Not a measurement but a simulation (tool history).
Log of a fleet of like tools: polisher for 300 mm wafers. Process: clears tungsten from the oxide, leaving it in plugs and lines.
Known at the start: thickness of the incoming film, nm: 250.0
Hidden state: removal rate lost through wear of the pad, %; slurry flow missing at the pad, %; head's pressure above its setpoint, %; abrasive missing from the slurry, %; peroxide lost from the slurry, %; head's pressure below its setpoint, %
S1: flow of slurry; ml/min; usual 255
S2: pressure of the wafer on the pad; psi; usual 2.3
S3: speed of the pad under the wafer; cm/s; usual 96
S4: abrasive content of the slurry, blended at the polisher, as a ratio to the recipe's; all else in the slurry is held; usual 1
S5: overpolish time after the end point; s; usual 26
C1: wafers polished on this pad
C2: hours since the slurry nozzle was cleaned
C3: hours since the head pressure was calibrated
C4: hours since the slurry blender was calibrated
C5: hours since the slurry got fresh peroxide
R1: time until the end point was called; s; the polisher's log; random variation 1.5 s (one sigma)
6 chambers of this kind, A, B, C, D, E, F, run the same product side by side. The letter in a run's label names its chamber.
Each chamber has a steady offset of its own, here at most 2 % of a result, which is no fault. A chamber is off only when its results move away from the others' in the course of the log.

-- hour=1.5 chamber A: worn pad replaced by a new one
-- hour=1.6 chamber D: head pressure recalibrated
-- hour=7.1 chamber C: slurry tank refilled with fresh slurry and peroxide
-- hour=8.2 chamber D: slurry tank refilled with fresh slurry and peroxide
run 1B hour=10.7 | S1=255 S2=2.3 S3=96 S4=1 S5=26 | C1=408 C2=487.1 C3=647.7 C4=57.9 C5=83.3 | R1=83.391
-- hour=12.6 chamber F: worn pad replaced by a new one
-- hour=13.2 chamber B: slurry tank refilled with fresh slurry and peroxide
-- hour=14.2 chamber D: worn pad replaced by a new one
run 2C hour=18 | S1=255 S2=2.3 S3=96 S4=1 S5=26 | C1=911 C2=204 C3=1197.9 C4=151.2 C5=10.9 | R1=86.059
run 3A hour=27.1 | S1=255 S2=2.3 S3=96 S4=1 S5=26 | C1=150 C2=181.9 C3=108 C4=94.2 C5=151.9 | R1=85.319
-- hour=31.5 chamber C: worn pad replaced by a new one
run 4F hour=36.7 | S1=255 S2=2.3 S3=96 S4=1 S5=26 | C1=141 C2=454.3 C3=668.4 C4=146.5 C5=130.1 | R1=87.946
run 5E hour=43.3 | S1=255 S2=2.3 S3=96 S4=1 S5=26 | C1=455 C2=330.8 C3=66.6 C4=134.1 C5=91.9 | R1=87.219
-- hour=47.6 chamber A: slurry tank refilled with fresh slurry and peroxide
run 6D hour=54.1 | S1=255 S2=2.3 S3=96 S4=1 S5=26 | C1=234 C2=122.7 C3=52.5 C4=125.8 C5=46 | R1=84.26
run 7A hour=63.2 | S1=255 S2=2.3 S3=96 S4=1 S5=26 | C1=361 C2=218 C3=144.1 C4=130.3 C5=15.6 | R1=85.036
-- hour=65 chamber B: worn pad replaced by a new one
run 8D hour=73.3 | S1=255 S2=2.3 S3=96 S4=1 S5=26 | C1=346 C2=141.9 C3=71.7 C4=145 C5=65.2 | R1=83.148
-- hour=78 chamber A: slurry blender recalibrated
run 9B hour=82 | S1=255 S2=2.3 S3=96 S4=1 S5=26 | C1=99 C2=558.4 C3=719 C4=129.2 C5=68.8 | R1=82.909
run 10C hour=90.3 | S1=255 S2=2.3 S3=96 S4=1 S5=26 | C1=344 C2=276.3 C3=1270.2 C4=223.5 C5=83.2 | R1=86.427
-- hour=96.3 chamber B: slurry tank refilled with fresh slurry and peroxide
run 11E hour=96.5 | S1=255 S2=2.3 S3=96 S4=1 S5=13 | C1=766 C2=384 C3=119.8 C4=187.3 C5=145.1 | R1=85.723
-- hour=100.6 chamber B: slurry nozzle cleaned
run 12F hour=109.6 | S1=255 S2=2.3 S3=96 S4=1 S5=13 | C1=568 C2=527.2 C3=741.3 C4=219.4 C5=203 | R1=87.213
-- hour=113.1 chamber A: worn pad replaced by a new one
-- hour=116 chamber E: slurry nozzle cleaned
run 13D hour=116.2 | S1=255 S2=2.3 S3=96 S4=1 S5=13 | C1=597 C2=184.8 C3=114.6 C4=187.9 C5=108.1 | R1=83.777
-- hour=123.2 chamber C: slurry nozzle cleaned
run 14E hour=128 | S1=255 S2=2.3 S3=96 S4=1 S5=13 | C1=951 C2=12 C3=151.3 C4=218.8 C5=176.6 | R1=84.887
-- hour=130 chamber D: slurry blender recalibrated
-- hour=135.4 chamber B: slurry blender recalibrated
run 15B hour=137.3 | S1=255 S2=2.3 S3=96 S4=1 S5=13 | C1=423 C2=36.8 C3=774.3 C4=2 C5=41.1 | R1=82.566
-- hour=141.3 chamber F: slurry blender recalibrated
-- hour=146.8 chamber D: slurry tank refilled with fresh slurry and peroxide
run 16A hour=149.3 | S1=255 S2=2.3 S3=96 S4=1 S5=13 | C1=212 C2=304.1 C3=230.2 C4=71.3 C5=101.7 | R1=86.087
run 17C hour=161.9 | S1=255 S2=2.3 S3=96 S4=1 S5=26 | C1=764 C2=38.7 C3=1341.8 C4=295.1 C5=154.8 | R1=85.106
-- hour=164.4 chamber C: slurry tank refilled with fresh slurry and peroxide
-- hour=166 chamber E: worn pad replaced by a new one
-- hour=167.9 chamber B: worn pad replaced by a new one
run 18F hour=168.6 | S1=255 S2=2.3 S3=96 S4=1 S5=26 | C1=914 C2=586.2 C3=800.3 C4=27.3 C5=262 | R1=93.5
-- hour=169.5 chamber E: slurry tank refilled with fresh slurry and peroxide
-- hour=175.7 chamber F: worn pad replaced by a new one
-- hour=176.7 chamber B: slurry tank refilled with fresh slurry and peroxide
run 19B hour=178 | S1=255 S2=2.3 S3=96 S4=1 S5=26 | C1=59 C2=77.5 C3=815 C4=42.7 C5=1.3 | R1=86.427
run 20F hour=185.1 | S1=255 S2=2.3 S3=96 S4=1 S5=26 | C1=55 C2=602.7 C3=816.8 C4=43.8 C5=278.5 | R1=90.34
run 21A hour=198 | S1=255 S2=2.3 S3=96 S4=1 S5=26 | C1=497 C2=352.8 C3=278.9 C4=120 C5=150.4 | R1=84.44
-- hour=200.9 chamber A: slurry tank refilled with fresh slurry and peroxide
-- hour=205.3 chamber E: slurry blender recalibrated
run 22D hour=208.3 | S1=255 S2=2.3 S3=96 S4=1 S5=26 | C1=1137 C2=276.9 C3=206.7 C4=78.4 C5=61.5 | R1=84.727
-- hour=213.9 chamber C: head pressure recalibrated
run 23C hour=214.4 | S1=345 S2=2.3 S3=96 S4=1 S5=33 | C1=1072 C2=91.2 C3=0.6 C4=347.6 C5=50 | R1=84.474
-- hour=222.2 chamber A: worn pad replaced by a new one
run 24E hour=223.5 | S1=345 S2=2.3 S3=96 S4=1 S5=33 | C1=337 C2=107.5 C3=246.8 C4=18.3 C5=54.1 | R1=81.423
-- hour=229.1 chamber C: worn pad replaced by a new one
-- hour=233.2 chamber A: slurry blender recalibrated
run 25A hour=234.9 | S1=345 S2=2.3 S3=96 S4=1 S5=33 | C1=74 C2=389.7 C3=315.8 C4=1.8 C5=34 | R1=81.554
run 26D hour=243.4 | S1=345 S2=2.3 S3=96 S4=1 S5=33 | C1=1343 C2=312 C3=241.8 C4=113.5 C5=96.6 | R1=84.224
-- hour=246.8 chamber B: slurry tank refilled with fresh slurry and peroxide
run 27C hour=251.4 | S1=345 S2=2.3 S3=96 S4=1 S5=33 | C1=130 C2=128.2 C3=37.6 C4=384.6 C5=87 | R1=80.772
-- hour=255.8 chamber D: slurry tank refilled with fresh slurry and peroxide
run 28F hour=259.1 | S1=345 S2=2.3 S3=96 S4=1 S5=33 | C1=488 C2=676.7 C3=890.8 C4=117.8 C5=352.5 | R1=92.527
run 29B hour=268.1 | S1=255 S2=2.3 S3=96 S4=1 S5=26 | C1=587 C2=167.6 C3=905.1 C4=132.8 C5=21.4 | R1=83.164
-- hour=274.6 chamber B: worn pad replaced by a new one
-- hour=275.6 chamber D: worn pad replaced by a new one
run 30E hour=276.2 | S1=255 S2=2.3 S3=96 S4=1 S5=26 | C1=645 C2=160.2 C3=299.5 C4=71 C5=106.8 | R1=84.109
-- hour=278.7 chamber E: head pressure recalibrated
-- hour=280.3 chamber F: slurry nozzle cleaned
run 31A hour=285.1 | S1=255 S2=2.3 S3=96 S4=1 S5=26 | C1=368 C2=439.9 C3=366 C4=52 C5=84.2 | R1=84.38
-- hour=285.7 chamber B: head pressure recalibrated
run 32F hour=291 | S1=255 S2=2.3 S3=96 S4=1 S5=26 | C1=675 C2=10.7 C3=922.7 C4=149.7 C5=384.4 | R1=96.111
-- hour=292.3 chamber C: slurry blender recalibrated
run 33B hour=298.9 | S1=255 S2=2.3 S3=96 S4=1 S5=26 | C1=142 C2=198.4 C3=13.3 C4=163.6 C5=52.2 | R1=82.466
-- hour=306.4 chamber B: slurry blender recalibrated
run 34E hour=308.5 | S1=255 S2=2.3 S3=96 S4=1 S5=26 | C1=835 C2=192.5 C3=29.9 C4=103.3 C5=139.1 | R1=85.982
-- hour=310.8 chamber D: slurry nozzle cleaned
-- hour=317 chamber B: slurry tank refilled with fresh slurry and peroxide
run 35C hour=319 | S1=255 S2=2.3 S3=96 S4=0.75 S5=26 | C1=527 C2=195.8 C3=105.2 C4=26.8 C5=154.6 | R1=89.219
run 36D hour=328 | S1=255 S2=2.3 S3=96 S4=0.75 S5=26 | C1=307 C2=17.3 C3=326.4 C4=198.1 C5=72.2 | R1=90.651
-- hour=334.2 chamber A: slurry tank refilled with fresh slurry and peroxide
run 37E hour=338 | S1=255 S2=2.3 S3=96 S4=0.75 S5=26 | C1=1008 C2=222 C3=59.4 C4=132.8 C5=168.6 | R1=89.838
-- hour=345.6 chamber C: slurry tank refilled with fresh slurry and peroxide
run 38B hour=350.5 | S1=255 S2=2.3 S3=96 S4=0.75 S5=26 | C1=445 C2=250 C3=64.9 C4=44.1 C5=33.6 | R1=87.89
-- hour=351.5 chamber F: worn pad replaced by a new one
-- hour=358.4 chamber A: worn pad replaced by a new one
run 39D hour=363.8 | S1=255 S2=2.3 S3=96 S4=0.75 S5=26 | C1=517 C2=53.1 C3=362.2 C4=233.9 C5=108 | R1=92.041
-- hour=373.4 chamber A: slurry blender recalibrated
run 40A hour=374.6 | S1=255 S2=2.3 S3=96 S4=0.75 S5=26 | C1=95 C2=529.4 C3=455.5 C4=1.3 C5=40.5 | R1=88.881
-- hour=382.6 chamber C: worn pad replaced by a new one
run 41F hour=383.1 | S1=255 S2=2.3 S3=96 S4=1 S5=26 | C1=185 C2=102.8 C3=1014.8 C4=241.8 C5=476.5 | R1=102.53
run 42C hour=394.9 | S1=255 S2=2.3 S3=96 S4=1 S5=26 | C1=72 C2=271.7 C3=181.1 C4=102.7 C5=49.4 | R1=86.779

All 6 chambers run these settings next. Forecast each chamber's results:
run 43A hour=404.7 | S1=255 S2=2.3 S3=96 S4=1 S5=33 | R1=?
run 43B hour=404.7 | S1=255 S2=2.3 S3=96 S4=1 S5=33 | R1=?
run 43C hour=404.7 | S1=255 S2=2.3 S3=96 S4=1 S5=33 | R1=?
run 43D hour=404.7 | S1=255 S2=2.3 S3=96 S4=1 S5=33 | R1=?
run 43E hour=404.7 | S1=255 S2=2.3 S3=96 S4=1 S5=33 | R1=?
run 43F hour=404.7 | S1=255 S2=2.3 S3=96 S4=1 S5=33 | R1=?

run=43A R1=82.906
run=43B R1=84.619
run=43C R1=88.151
run=43D R1=84.293
run=43E R1=84.873
run=43F R1=106.46
